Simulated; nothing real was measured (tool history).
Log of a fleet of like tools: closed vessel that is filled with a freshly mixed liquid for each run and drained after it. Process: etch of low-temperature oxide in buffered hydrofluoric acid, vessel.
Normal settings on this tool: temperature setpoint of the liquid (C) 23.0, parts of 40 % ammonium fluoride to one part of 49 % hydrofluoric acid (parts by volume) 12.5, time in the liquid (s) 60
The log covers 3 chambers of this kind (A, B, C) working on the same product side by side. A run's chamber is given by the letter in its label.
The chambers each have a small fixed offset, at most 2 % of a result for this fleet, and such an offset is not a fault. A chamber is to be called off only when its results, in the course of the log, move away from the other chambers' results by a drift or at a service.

| run | hour | temperature setpoint of the liquid (C) | parts of 40 % ammonium fluoride to one part of 49 % hydrofluoric acid (parts by volume) | time in the liquid (s) | read-back film thickness of the low-temperature oxide reference wafer, read on the same gauge (nm) | thickness taken off the low-temperature oxide on a monitor wafer (Å) |
|---|---|---|---|---|---|---|
| 1B | 5.8 | 23.0 | 12.5 | 60 | 39.984 | 1208.50 |
| 2A | 12.0 | 23.0 | 12.5 | 60 | 39.975 | 1180.40 |
| 3C | 21.9 | 23.0 | 12.5 | 60 | 39.967 | 1174.30 |
|  | 27.1 | chamber B: hydrofluoric acid flow meter replaced |
| 4B | 30.4 | 23.0 | 12.5 | 60 | 39.985 | 1195.30 |
| 5C | 41.2 | 23.0 | 12.5 | 60 | 39.975 | 1192.00 |
| 6A | 52.5 | 18.5 | 12.5 | 80 | 39.990 | 1236.90 |
| 7B | 60.0 | 18.5 | 12.5 | 80 | 39.994 | 1249.90 |
| 8A | 65.6 | 18.5 | 12.5 | 80 | 39.980 | 1234.00 |
| 9C | 75.7 | 23.0 | 12.5 | 60 | 39.966 | 1179.70 |
| 10A | 84.4 | 23.0 | 12.5 | 60 | 39.998 | 1189.10 |
| 11C | 92.7 | 23.0 | 12.5 | 60 | 40.000 | 1183.90 |
| 12B | 101.5 | 23.0 | 12.5 | 60 | 40.027 | 1197.50 |
| 13B | 110.4 | 23.0 | 12.5 | 60 | 39.988 | 1212.00 |
| 14C | 117.6 | 23.0 | 12.5 | 60 | 40.021 | 1186.20 |
| 15A | 128.1 | 23.0 | 12.5 | 60 | 39.982 | 1185.90 |
| 16C | 134.5 | 23.0 | 12.5 | 60 | 39.965 | 1190.10 |
| 17B | 144.9 | 23.0 | 12.5 | 60 | 40.021 | 1202.60 |
| 18A | 151.5 | 23.0 | 12.5 | 60 | 40.032 | 1177.60 |
| 19A | 162.9 | 23.0 | 12.5 | 60 | 39.971 | 1187.10 |
| 20C | 170.7 | 23.0 | 12.5 | 60 | 40.017 | 1192.90 |
| 21B | 176.0 | 23.0 | 12.5 | 60 | 39.988 | 1205.90 |
| 22B | 182.4 | 23.0 | 12.5 | 60 | 39.989 | 1194.60 |
| 23C | 188.6 | 23.0 | 12.5 | 60 | 39.993 | 1183.40 |
| 24A | 198.9 | 23.0 | 12.5 | 60 | 40.006 | 1195.30 |
| 25A | 209.0 | 23.0 | 12.5 | 60 | 39.998 | 1185.50 |
| 26C | 214.1 | 23.0 | 16.0 | 60 | 39.998 | 937.59 |

Each of the 3 chambers runs these same settings next. Fill in every chamber's results:
| 27A | 222.3 | 21.0 | 12.5 | 60 |  | ? |
| 27B | 222.3 | 21.0 | 12.5 | 60 |  | ? |
| 27C | 222.3 | 21.0 | 12.5 | 60 |  | ? |

| run | thickness taken off the low-temperature oxide on a monitor wafer (Å) |
|---|---|
| 27A | 1053.40 |
| 27B | 1086.90 |
| 27C | 1059.60 |

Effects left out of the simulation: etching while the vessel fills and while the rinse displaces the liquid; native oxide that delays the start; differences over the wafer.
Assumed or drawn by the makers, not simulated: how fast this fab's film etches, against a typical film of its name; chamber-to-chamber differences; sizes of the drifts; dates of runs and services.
